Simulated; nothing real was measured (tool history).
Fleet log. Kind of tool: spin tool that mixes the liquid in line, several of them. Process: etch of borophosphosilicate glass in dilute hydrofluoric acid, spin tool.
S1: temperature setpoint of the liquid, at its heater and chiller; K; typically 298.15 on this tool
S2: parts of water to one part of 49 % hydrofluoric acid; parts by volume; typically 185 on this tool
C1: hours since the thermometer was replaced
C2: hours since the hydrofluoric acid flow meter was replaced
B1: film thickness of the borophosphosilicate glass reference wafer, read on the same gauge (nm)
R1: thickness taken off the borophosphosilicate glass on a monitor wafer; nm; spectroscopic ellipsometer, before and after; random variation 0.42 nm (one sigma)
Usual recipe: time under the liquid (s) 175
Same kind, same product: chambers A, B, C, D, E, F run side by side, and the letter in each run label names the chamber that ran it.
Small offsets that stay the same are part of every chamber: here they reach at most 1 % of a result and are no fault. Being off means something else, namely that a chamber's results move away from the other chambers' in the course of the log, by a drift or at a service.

Run 1C, day 0.417: usual settings; C1 80.5; C2 1314.4; B1 120.00. Result: R1 43.069 nm.
Run 2D, day 0.904: usual settings; C1 923.6; C2 543.6; B1 120.00. Result: R1 42.718 nm.
Run 3B, day 1.304: usual settings; C1 287.8; C2 1127.4; B1 120.02. Result: R1 42.916 nm.
Run 4F, day 1.617: usual settings; C1 1467.5; C2 1201.9; B1 120.01. Result: R1 43.290 nm.
Run 5A, day 2.267: usual settings; C1 293.2; C2 1336.2; B1 120.02. Result: R1 41.857 nm.
Run 6E, day 2.862: usual settings; C1 110.6; C2 1596.1; B1 120.01. Result: R1 43.075 nm.
Run 7A, day 3.246: usual settings; C1 316.7; C2 1359.7; B1 120.03. Result: R1 42.383 nm.
Run 8D, day 3.571: usual settings; C1 987.6; C2 607.6; B1 119.98. Result: R1 42.898 nm.
Run 9E, day 4.017: usual settings; C1 138.3; C2 1623.8; B1 120.01. Result: R1 43.493 nm.
Run 10C, day 4.442: usual settings; C1 177.1; C2 1411.0; B1 119.94. Result: R1 42.585 nm.
Run 11F, day 5.050: usual settings; C1 1549.9; C2 1284.3; B1 120.02. Result: R1 42.529 nm.
Run 12B, day 5.704: usual settings; C1 393.4; C2 1233.0; B1 119.98. Result: R1 42.147 nm.
Run 13D, day 6.217: usual settings; C1 1051.1; C2 671.1; B1 119.98. Result: R1 42.820 nm.
At day 6.238: chamber D: hydrofluoric acid flow meter replaced.
Run 14E, day 6.617: usual settings; C1 200.7; C2 1686.2; B1 120.01. Result: R1 42.156 nm.
Run 15A, day 7.067: usual settings; C1 408.4; C2 1451.4; B1 119.99. Result: R1 43.173 nm.
At day 7.179: chamber F: hydrofluoric acid flow meter replaced.
Run 16F, day 7.521: usual settings; C1 1609.2; C2 8.3; B1 120.00. Result: R1 42.609 nm.
Run 17C, day 7.833: usual settings but time under the liquid (s) 125; C1 258.5; C2 1492.4; B1 120.00. Result: R1 30.264 nm.
Run 18B, day 8.479: usual settings but time under the liquid (s) 125; C1 460.0; C2 1299.6; B1 119.95. Result: R1 30.602 nm.
At day 8.708: chamber F: thermometer replaced.
Run 19F, day 8.812: usual settings but time under the liquid (s) 125; C1 2.6; C2 39.3; B1 119.99. Result: R1 31.095 nm.
Run 20C, day 9.133: usual settings but time under the liquid (s) 125; C1 289.7; C2 1523.6; B1 119.97. Result: R1 30.631 nm.
Run 21D, day 9.692: usual settings but time under the liquid (s) 125; C1 1134.5; C2 82.9; B1 119.99. Result: R1 30.170 nm.
Run 22B, day 10.092: usual settings but time under the liquid (s) 125; C1 498.7; C2 1338.3; B1 120.01. Result: R1 30.288 nm.
Run 23E, day 10.467: usual settings; C1 293.1; C2 1778.6; B1 120.01. Result: R1 42.716 nm.
Run 24A, day 10.796: usual settings; C1 497.9; C2 1540.9; B1 120.03. Result: R1 43.192 nm.
Run 25C, day 11.179: usual settings; C1 338.8; C2 1572.7; B1 119.97. Result: R1 42.386 nm.
Run 26E, day 11.542: usual settings; C1 318.9; C2 1804.4; B1 120.00. Result: R1 43.042 nm.
Run 27B, day 12.129: usual settings; C1 547.6; C2 1387.2; B1 120.06. Result: R1 42.476 nm.
At day 12.346: chamber A: thermometer replaced.
Run 28A, day 12.783: usual settings; C1 10.6; C2 1588.6; B1 119.99. Result: R1 42.752 nm.
Run 29D, day 13.075: usual settings; C1 1215.7; C2 164.1; B1 119.99. Result: R1 42.679 nm.
At day 13.225: chamber B: hydrofluoric acid flow meter replaced.
Run 30F, day 13.696: usual settings; C1 119.8; C2 156.5; B1 119.99. Result: R1 43.119 nm.
Run 31E, day 14.350: usual settings; C1 386.3; C2 1871.8; B1 120.02. Result: R1 43.426 nm.
Run 32B, day 14.896: usual settings; C1 614.0; C2 40.2; B1 120.00. Result: R1 42.727 nm.
At day 14.900: chamber B: thermometer replaced.
Run 33C, day 15.354: usual settings; C1 439.0; C2 1672.9; B1 120.02. Result: R1 42.853 nm.
Run 34A, day 15.738: usual settings but S1 303.15 K, time under the liquid (s) 120; C1 81.5; C2 1659.5; B1 119.97. Result: R1 34.703 nm.
Run 35F, day 16.196: usual settings but S1 303.15 K, time under the liquid (s) 120; C1 179.8; C2 216.5; B1 119.98. Result: R1 35.307 nm.
Run 36D, day 16.729: usual settings but S1 303.15 K, time under the liquid (s) 120; C1 1303.4; C2 251.8; B1 119.98. Result: R1 34.820 nm.
Run 37B, day 17.142: usual settings but S1 303.15 K, time under the liquid (s) 120; C1 53.8; C2 94.1; B1 119.96. Result: R1 34.551 nm.

Next, all 6 chambers run the settings below, one line each with question marks for the results. What does each chamber give?
Run 38A, day 17.612: usual settings but time under the liquid (s) 135. Result: R1 ?.
Run 38B, day 17.612: usual settings but time under the liquid (s) 135. Result: R1 ?.
Run 38C, day 17.612: usual settings but time under the liquid (s) 135. Result: R1 ?.
Run 38D, day 17.612: usual settings but time under the liquid (s) 135. Result: R1 ?.
Run 38E, day 17.612: usual settings but time under the liquid (s) 135. Result: R1 ?.
Run 38F, day 17.612: usual settings but time under the liquid (s) 135. Result: R1 ?.

run      R1
38A  32.910
38B  32.388
38C  32.483
38D  32.791
38E  33.185
38F  33.340
